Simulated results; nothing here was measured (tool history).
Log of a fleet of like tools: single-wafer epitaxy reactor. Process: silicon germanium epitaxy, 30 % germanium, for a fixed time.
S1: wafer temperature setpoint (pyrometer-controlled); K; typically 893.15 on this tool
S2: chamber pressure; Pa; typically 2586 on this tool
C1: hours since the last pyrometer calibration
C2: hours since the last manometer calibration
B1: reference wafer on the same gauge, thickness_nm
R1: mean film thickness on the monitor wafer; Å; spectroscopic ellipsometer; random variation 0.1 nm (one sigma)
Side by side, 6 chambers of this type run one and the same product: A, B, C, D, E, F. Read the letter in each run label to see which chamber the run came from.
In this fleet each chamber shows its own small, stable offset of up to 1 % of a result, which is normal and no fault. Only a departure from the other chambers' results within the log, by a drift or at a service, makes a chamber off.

| run | hour | S1 | S2 | C1 | C2 | B1 | R1 |
|---|---|---|---|---|---|---|---|
| 1C | 12.5 | 893.15 | 2586 | 331 | 1553.7 | 71.187 | 831.47 |
| 2E | 23.2 | 893.15 | 2586 | 2273.6 | 132.3 | 71.18 | 833.13 |
| 3D | 36.1 | 893.15 | 2586 | 852.4 | 668.4 | 71.176 | 831.57 |
| 4A | 46 | 893.15 | 2586 | 1614.4 | 1191.7 | 71.159 | 829.52 |
| 5B | 56.2 | 893.15 | 2586 | 1480.3 | 204.1 | 71.155 | 825.42 |
| 6F | 63 | 882.15 | 2586 | 848.6 | 279 | 71.135 | 690.05 |
| 7A | 72.6 | 882.15 | 2586 | 1641 | 1218.3 | 71.143 | 682.37 |
| 8E | 81.6 | 882.15 | 2586 | 2332 | 190.7 | 71.125 | 687.04 |
| 9C | 96.3 | 882.15 | 2586 | 414.8 | 1637.5 | 71.139 | 687.37 |
|  | 110 | chamber A: capacitance manometer re-zeroed and calibrated |
| 10D | 111.3 | 882.15 | 2586 | 927.6 | 743.6 | 71.116 | 684.85 |
| 11F | 117.9 | 882.15 | 2586 | 903.5 | 333.9 | 71.131 | 688.53 |
| 12B | 130.9 | 893.15 | 2586 | 1555 | 278.8 | 71.118 | 826.35 |
| 13A | 141.1 | 883.15 | 2586 | 1709.5 | 31.1 | 71.084 | 694.28 |
|  | 151.5 | chamber D: capacitance manometer re-zeroed and calibrated |
| 14B | 156.1 | 883.15 | 2586 | 1580.2 | 304 | 71.06 | 693.42 |
| 15C | 168.1 | 883.15 | 2586 | 486.6 | 1709.3 | 71.077 | 696.78 |
| 16F | 181.5 | 883.15 | 2586 | 967.1 | 397.5 | 71.067 | 700.56 |
| 17D | 196.4 | 883.15 | 2586 | 1012.7 | 44.9 | 71.05 | 696.11 |
|  | 199.7 | chamber F: pyrometer calibrated |
| 18E | 210.7 | 883.15 | 2586 | 2461.1 | 319.8 | 71.032 | 697.82 |
| 19A | 220.8 | 893.15 | 2586 | 1789.2 | 110.8 | 71.007 | 829.29 |
| 20B | 230.7 | 893.15 | 2586 | 1654.8 | 378.6 | 71.013 | 825.85 |
| 21F | 242.2 | 893.15 | 2586 | 42.6 | 458.2 | 71.013 | 832.79 |
| 22D | 255.1 | 893.15 | 2586 | 1071.4 | 103.6 | 71.018 | 831.81 |
|  | 256.4 | chamber C: capacitance manometer re-zeroed and calibrated |
| 23C | 262.2 | 893.15 | 2586 | 580.7 | 5.9 | 71.002 | 828.26 |
| 24E | 269.7 | 893.15 | 2586 | 2520.1 | 378.8 | 70.965 | 829.17 |
| 25A | 283.1 | 893.15 | 2586 | 1851.5 | 173.1 | 70.986 | 828.07 |
| 26D | 297.5 | 893.15 | 2586 | 1113.8 | 146 | 70.977 | 829.38 |
| 27B | 312.6 | 887.15 | 2360 | 1736.7 | 460.5 | 70.956 | 715.26 |
| 28E | 320.4 | 887.15 | 2360 | 2570.8 | 429.5 | 70.986 | 720.91 |
| 29C | 335.3 | 887.15 | 2360 | 653.8 | 79 | 70.956 | 720.28 |
| 30F | 344.7 | 887.15 | 2360 | 145.1 | 560.7 | 70.91 | 723.1 |
| 31B | 354 | 887.15 | 2360 | 1778.1 | 501.9 | 70.94 | 715.9 |
| 32C | 362.4 | 887.15 | 2360 | 680.9 | 106.1 | 70.954 | 722.37 |
| 33F | 369.3 | 893.15 | 2586 | 169.7 | 585.3 | 70.918 | 832.43 |
| 34E | 380.5 | 905.15 | 3093 | 2630.9 | 489.6 | 70.927 | 1091.4 |
| 35D | 388.5 | 905.15 | 3093 | 1204.8 | 237 | 70.882 | 1099.4 |
| 36A | 397.4 | 905.15 | 3093 | 1965.8 | 287.4 | 70.89 | 1091 |
| 37C | 409.5 | 905.15 | 3093 | 728 | 153.2 | 70.872 | 1091.1 |
| 38F | 418.7 | 905.15 | 3093 | 219.1 | 634.7 | 70.888 | 1091.9 |
| 39D | 426.1 | 905.15 | 3093 | 1242.4 | 274.6 | 70.878 | 1096.7 |
| 40A | 435.9 | 893.15 | 2586 | 2004.3 | 325.9 | 70.885 | 824.87 |
| 41B | 450 | 893.15 | 2586 | 1874.1 | 597.9 | 70.872 | 822.84 |

The same settings go to every chamber for the next run, one line per chamber below. Forecast the results for each:
| 42A | 460.7 | 893.15 | 2586 |  |  |  | ? |
| 42B | 460.7 | 893.15 | 2586 |  |  |  | ? |
| 42C | 460.7 | 893.15 | 2586 |  |  |  | ? |
| 42D | 460.7 | 893.15 | 2586 |  |  |  | ? |
| 42E | 460.7 | 893.15 | 2586 |  |  |  | ? |
| 42F | 460.7 | 893.15 | 2586 |  |  |  | ? |

| run | R1 |
|---|---|
| 42A | 826.41 |
| 42B | 823.83 |
| 42C | 826.32 |
| 42D | 828.38 |
| 42E | 828.95 |
| 42F | 828.12 |

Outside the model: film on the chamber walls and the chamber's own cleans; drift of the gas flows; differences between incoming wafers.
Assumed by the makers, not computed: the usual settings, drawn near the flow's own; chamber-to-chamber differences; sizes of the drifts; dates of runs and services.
